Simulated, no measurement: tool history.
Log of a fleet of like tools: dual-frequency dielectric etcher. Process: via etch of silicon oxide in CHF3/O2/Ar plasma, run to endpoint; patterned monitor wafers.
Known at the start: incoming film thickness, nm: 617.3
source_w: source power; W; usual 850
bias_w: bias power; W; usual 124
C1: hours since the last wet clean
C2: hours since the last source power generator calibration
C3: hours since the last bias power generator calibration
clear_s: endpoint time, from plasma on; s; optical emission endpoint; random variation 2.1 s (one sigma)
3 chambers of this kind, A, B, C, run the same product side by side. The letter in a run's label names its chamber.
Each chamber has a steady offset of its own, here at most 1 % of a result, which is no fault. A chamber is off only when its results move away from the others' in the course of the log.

Run 1A, hour 9.4: usual settings; C1 230.6; C2 1401.2; C3 3534.4. Result: clear_s 311.07 s.
Run 2C, hour 18.7: usual settings; C1 230.5; C2 2413.3; C3 771.6. Result: clear_s 308.78 s.
Run 3B, hour 27.0: usual settings; C1 293.8; C2 1405.2; C3 1426.7. Result: clear_s 308.31 s.
Run 4A, hour 38.1: usual settings; C1 259.3; C2 1429.9; C3 3563.1. Result: clear_s 309.50 s.
Run 5B, hour 44.1: usual settings; C1 310.9; C2 1422.3; C3 1443.8. Result: clear_s 309.52 s.
Run 6C, hour 49.9: usual settings; C1 261.7; C2 2444.5; C3 802.8. Result: clear_s 308.91 s.
Run 7A, hour 55.9: usual settings; C1 277.1; C2 1447.7; C3 3580.9. Result: clear_s 308.67 s.
Run 8B, hour 66.4: usual settings; C1 333.2; C2 1444.6; C3 1466.1. Result: clear_s 309.07 s.
Run 9C, hour 76.1: usual settings; C1 287.9; C2 2470.7; C3 829.0. Result: clear_s 312.06 s.
Run 10B, hour 81.2: usual settings; C1 348.0; C2 1459.4; C3 1480.9. Result: clear_s 310.14 s.
Run 11A, hour 91.0: usual settings; C1 312.2; C2 1482.8; C3 3616.0. Result: clear_s 311.34 s.
Run 12C, hour 100.9: usual settings; C1 312.7; C2 2495.5; C3 853.8. Result: clear_s 311.73 s.
Run 13C, hour 106.1: usual settings but source_w 970 W, bias_w 154 W; C1 317.9; C2 2500.7; C3 859.0. Result: clear_s 278.52 s.
Run 14A, hour 115.6: usual settings but source_w 970 W, bias_w 154 W; C1 336.8; C2 1507.4; C3 3640.6. Result: clear_s 276.74 s.
Run 15B, hour 124.9: usual settings but source_w 970 W, bias_w 154 W; C1 391.7; C2 1503.1; C3 1524.6. Result: clear_s 276.48 s.
Run 16C, hour 134.8: usual settings; C1 346.6; C2 2529.4; C3 887.7. Result: clear_s 315.05 s.
Run 17A, hour 145.4: usual settings; C1 366.6; C2 1537.2; C3 3670.4. Result: clear_s 310.31 s.
Run 18B, hour 157.0: usual settings; C1 423.8; C2 1535.2; C3 1556.7. Result: clear_s 311.24 s.
Run 19B, hour 163.3: usual settings; C1 430.1; C2 1541.5; C3 1563.0. Result: clear_s 310.97 s.
Run 20C, hour 171.0: usual settings; C1 382.8; C2 2565.6; C3 923.9. Result: clear_s 322.53 s.
Run 21A, hour 180.4: usual settings but source_w 1020 W; C1 401.6; C2 1572.2; C3 3705.4. Result: clear_s 289.00 s.
Run 22B, hour 187.3: usual settings but source_w 1020 W; C1 454.1; C2 1565.5; C3 1587.0. Result: clear_s 287.20 s.

All 3 chambers run these settings next. Forecast each chamber's results:
Run 23A, hour 195.6: usual settings but source_w 710 W. Result: clear_s ?.
Run 23B, hour 195.6: usual settings but source_w 710 W. Result: clear_s ?.
Run 23C, hour 195.6: usual settings but source_w 710 W. Result: clear_s ?.

run  clear_s
23A   332.38
23B   330.77
23C   344.21

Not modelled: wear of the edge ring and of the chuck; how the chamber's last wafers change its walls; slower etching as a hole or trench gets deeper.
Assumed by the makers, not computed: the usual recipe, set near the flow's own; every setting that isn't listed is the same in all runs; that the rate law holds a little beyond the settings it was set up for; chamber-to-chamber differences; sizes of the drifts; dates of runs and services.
